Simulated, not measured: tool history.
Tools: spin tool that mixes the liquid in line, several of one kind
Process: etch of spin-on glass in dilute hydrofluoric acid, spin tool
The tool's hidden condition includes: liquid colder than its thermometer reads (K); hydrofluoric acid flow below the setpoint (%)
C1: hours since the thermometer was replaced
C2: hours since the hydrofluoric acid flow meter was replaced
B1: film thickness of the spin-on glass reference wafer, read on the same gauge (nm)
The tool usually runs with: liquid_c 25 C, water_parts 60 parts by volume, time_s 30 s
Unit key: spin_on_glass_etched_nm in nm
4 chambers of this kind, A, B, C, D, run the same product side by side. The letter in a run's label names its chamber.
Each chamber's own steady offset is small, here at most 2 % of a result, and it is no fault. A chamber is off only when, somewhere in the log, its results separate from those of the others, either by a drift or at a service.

Run 1C, hour 8.3: usual settings; C1 292.8; C2 210.6; B1 59.986. Result: spin_on_glass_etched_nm 31.041 nm.
Run 2B, hour 18.4: usual settings; C1 864.2; C2 32.5; B1 60.013. Result: spin_on_glass_etched_nm 31.729 nm.
Run 3A, hour 29.8: usual settings; C1 1415.8; C2 284.8; B1 60.047. Result: spin_on_glass_etched_nm 31.218 nm.
Run 4D, hour 38.8: usual settings; C1 2201.1; C2 453.7; B1 59.988. Result: spin_on_glass_etched_nm 31.065 nm.
Run 5D, hour 51: usual settings; C1 2213.3; C2 465.9; B1 60.011. Result: spin_on_glass_etched_nm 31.459 nm.
Run 6B, hour 64.1: usual settings; C1 909.9; C2 78.2; B1 60.006. Result: spin_on_glass_etched_nm 31.882 nm.
Run 7A, hour 71.1: usual settings; C1 1457.1; C2 326.1; B1 60.001. Result: spin_on_glass_etched_nm 30.994 nm.
Run 8C, hour 77.9: usual settings; C1 362.4; C2 280.2; B1 60.01. Result: spin_on_glass_etched_nm 31.452 nm.
Run 9C, hour 90.7: usual settings but time_s 20 s; C1 375.2; C2 293; B1 59.987. Result: spin_on_glass_etched_nm 21.081 nm.
Run 10D, hour 100.5: usual settings but time_s 20 s; C1 2262.8; C2 515.4; B1 59.977. Result: spin_on_glass_etched_nm 20.724 nm.
Run 11B, hour 110.6: usual settings but time_s 20 s; C1 956.4; C2 124.7; B1 60.005. Result: spin_on_glass_etched_nm 21.282 nm.
Run 12A, hour 117.2: usual settings but time_s 20 s; C1 1503.2; C2 372.2; B1 60.03. Result: spin_on_glass_etched_nm 20.478 nm.
Run 13B, hour 123.4: usual settings; C1 969.2; C2 137.5; B1 59.974. Result: spin_on_glass_etched_nm 31.611 nm.
Run 14A, hour 136.7: usual settings but liquid_c 29.5 C, water_parts 80 parts by volume; C1 1522.7; C2 391.7; B1 60.008. Result: spin_on_glass_etched_nm 26.019 nm.
Run 15C, hour 146.8: usual settings but liquid_c 29.5 C, water_parts 80 parts by volume; C1 431.3; C2 349.1; B1 60.044. Result: spin_on_glass_etched_nm 27.031 nm.
At hour 155.9: chamber D: thermometer replaced.
Run 16D, hour 160.3: usual settings but liquid_c 29.5 C, water_parts 80 parts by volume; C1 4.5; C2 575.2; B1 60.001. Result: spin_on_glass_etched_nm 27.06 nm.
Run 17B, hour 173.1: usual settings but liquid_c 29.5 C, water_parts 80 parts by volume; C1 1018.9; C2 187.2; B1 60.012. Result: spin_on_glass_etched_nm 27.348 nm.
Run 18C, hour 181.1: usual settings but water_parts 75 parts by volume; C1 465.6; C2 383.4; B1 60.013. Result: spin_on_glass_etched_nm 24.328 nm.
Run 19A, hour 192.7: usual settings but water_parts 75 parts by volume; C1 1578.7; C2 447.7; B1 59.975. Result: spin_on_glass_etched_nm 22.807 nm.
Run 20D, hour 199.1: usual settings but water_parts 75 parts by volume; C1 43.3; C2 614; B1 60.022. Result: spin_on_glass_etched_nm 24.472 nm.
Run 21D, hour 209.9: usual settings but water_parts 75 parts by volume; C1 54.1; C2 624.8; B1 59.991. Result: spin_on_glass_etched_nm 24.354 nm.
Run 22B, hour 220.5: usual settings but water_parts 80 parts by volume, time_s 15 s; C1 1066.3; C2 234.6; B1 59.972. Result: spin_on_glass_etched_nm 11.601 nm.
Run 23C, hour 233.9: usual settings but water_parts 80 parts by volume, time_s 15 s; C1 518.4; C2 436.2; B1 59.968. Result: spin_on_glass_etched_nm 11.38 nm.
Run 24A, hour 244.5: usual settings but water_parts 80 parts by volume, time_s 15 s; C1 1630.5; C2 499.5; B1 60. Result: spin_on_glass_etched_nm 10.319 nm.
Run 25D, hour 251.7: usual settings but water_parts 80 parts by volume, time_s 15 s; C1 95.9; C2 666.6; B1 59.966. Result: spin_on_glass_etched_nm 11.408 nm.
Run 26B, hour 259: usual settings; C1 1104.8; C2 273.1; B1 60.004. Result: spin_on_glass_etched_nm 31.616 nm.
Run 27A, hour 271.2: usual settings; C1 1657.2; C2 526.2; B1 60.023. Result: spin_on_glass_etched_nm 28.122 nm.
Run 28C, hour 280.8: usual settings; C1 565.3; C2 483.1; B1 59.987. Result: spin_on_glass_etched_nm 31.286 nm.
Run 29C, hour 287.6: usual settings; C1 572.1; C2 489.9; B1 60.027. Result: spin_on_glass_etched_nm 30.606 nm.

Which is it: a chamber that has drifted or been left off by a service, a gauge drift common to all chambers, or only each chamber's usual small offset? If a chamber is off, name it and its likeliest cause.

Little by little, chamber A moves away from the other chambers.
Most likely cause: hydrofluoric acid flow below the setpoint (%) = 10.2.
The log may not tell that from: liquid colder than its thermometer reads (K).

Chamber A could run next with any of the 4 candidate recipes listed below; each alters the usual settings, and their results appear as question marks. Which one brings its results back in line with what the other chambers deliver on the usual settings?
Maximum distance from the other chambers' mean on the usual settings for a result to count as in line: spin_on_glass_etched_nm 0.99 nm
Run 30A-1, hour 297.3: usual settings but liquid_c 22 C. Result: spin_on_glass_etched_nm ?.
Run 30A-2, hour 297.3: usual settings but liquid_c 26.5 C. Result: spin_on_glass_etched_nm ?.
Run 30A-3, hour 297.3: usual settings but liquid_c 28 C. Result: spin_on_glass_etched_nm ?.
Run 30A-4, hour 297.3: usual settings but liquid_c 23.5 C. Result: spin_on_glass_etched_nm ?.

Usual-settings mean across the other chambers: spin_on_glass_etched_nm 31.393 nm
  run  spin_on_glass_etched_nm
30A-1                   24.274
30A-2                     29.2
30A-3                   31.011
30A-4                   25.839
It is 30A-3 that realigns the chamber with its peers.
